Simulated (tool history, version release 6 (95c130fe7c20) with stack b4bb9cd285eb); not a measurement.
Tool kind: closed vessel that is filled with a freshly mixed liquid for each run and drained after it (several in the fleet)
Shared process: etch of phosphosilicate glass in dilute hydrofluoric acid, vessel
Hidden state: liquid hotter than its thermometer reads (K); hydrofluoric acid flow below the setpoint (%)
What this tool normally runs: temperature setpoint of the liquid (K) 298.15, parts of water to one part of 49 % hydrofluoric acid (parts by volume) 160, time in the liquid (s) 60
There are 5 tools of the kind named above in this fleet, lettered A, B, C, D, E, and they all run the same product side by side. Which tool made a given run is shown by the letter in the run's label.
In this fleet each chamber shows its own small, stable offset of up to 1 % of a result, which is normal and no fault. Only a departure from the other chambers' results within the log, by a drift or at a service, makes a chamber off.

run	hour	temperature setpoint of the liquid (K)	parts of water to one part of 49 % hydrofluoric acid (parts by volume)	time in the liquid (s)	hours since the thermometer was replaced	hours since the hydrofluoric acid flow meter was replaced	read-back film thickness of the phosphosilicate glass reference wafer, read on the same gauge (nm)	thickness taken off the phosphosilicate glass on a monitor wafer (nm)
1A	5.3	298.15	160	60	322.7	57.5	89.985	21.664
2D	9.8	298.15	160	60	79.0	156.6	90.026	21.888
3C	15.7	298.15	160	60	22.8	585.2	90.006	21.809
4B	23.3	298.15	160	60	644.7	1160.1	89.992	21.331
5E	30.1	298.15	160	60	1151.8	1669.5	89.994	22.084
# hour 32.6: chamber B: hydrofluoric acid flow meter replaced
6E	36.5	298.15	215	60	1158.2	1675.9	90.003	15.288
7A	43.2	298.15	215	60	360.6	95.4	90.018	15.359
8C	49.9	298.15	215	60	57.0	619.4	89.976	15.196
9D	55.1	298.15	215	60	124.3	201.9	90.017	15.089
10B	64.2	298.15	215	60	685.6	31.6	89.985	15.269
11B	68.5	298.15	160	60	689.9	35.9	89.968	21.634
12A	78.0	298.15	160	60	395.4	130.2	90.020	22.097
13D	83.4	298.15	160	60	152.6	230.2	90.008	21.816
14C	93.0	303.15	160	60	100.1	662.5	89.969	26.247
15E	101.9	303.15	160	60	1223.6	1741.3	90.004	26.075
16C	110.4	303.15	160	60	117.5	679.9	90.036	25.889
17A	120.0	303.15	160	60	437.4	172.2	89.980	26.198
18B	124.4	303.15	160	60	745.8	91.8	89.994	26.489
19D	129.0	298.15	160	60	198.2	275.8	89.996	21.781
20E	138.7	298.15	160	60	1260.4	1778.1	90.023	22.025
21E	147.0	298.15	160	60	1268.7	1786.4	90.001	21.528
22D	151.7	298.15	160	60	220.9	298.5	90.005	21.713
23B	160.4	302.65	160	50	781.8	127.8	89.967	21.108
24C	168.2	302.65	160	50	175.3	737.7	89.968	21.509
25A	173.7	302.65	160	50	491.1	225.9	89.995	21.624
26E	182.9	302.65	160	50	1304.6	1822.3	90.024	21.341
27D	192.0	302.65	160	50	261.2	338.8	89.986	21.629
28B	198.8	298.15	160	60	820.2	166.2	89.986	21.714
29C	206.5	298.15	160	60	213.6	776.0	90.051	21.731
30A	215.2	298.15	160	60	532.6	267.4	90.014	21.914
31E	222.7	298.15	160	60	1344.4	1862.1	89.960	22.128
32D	230.0	294.15	160	75	299.2	376.8	89.993	23.422

For the next run the whole fleet of 5 chambers uses the same settings. Give each chamber's results:
33A	237.0	298.15	160	60				?
33B	237.0	298.15	160	60				?
33C	237.0	298.15	160	60				?
33D	237.0	298.15	160	60				?
33E	237.0	298.15	160	60				?

run	thickness taken off the phosphosilicate glass on a monitor wafer (nm)
33A	21.609
33B	21.781
33C	22.029
33D	21.947
33E	21.674

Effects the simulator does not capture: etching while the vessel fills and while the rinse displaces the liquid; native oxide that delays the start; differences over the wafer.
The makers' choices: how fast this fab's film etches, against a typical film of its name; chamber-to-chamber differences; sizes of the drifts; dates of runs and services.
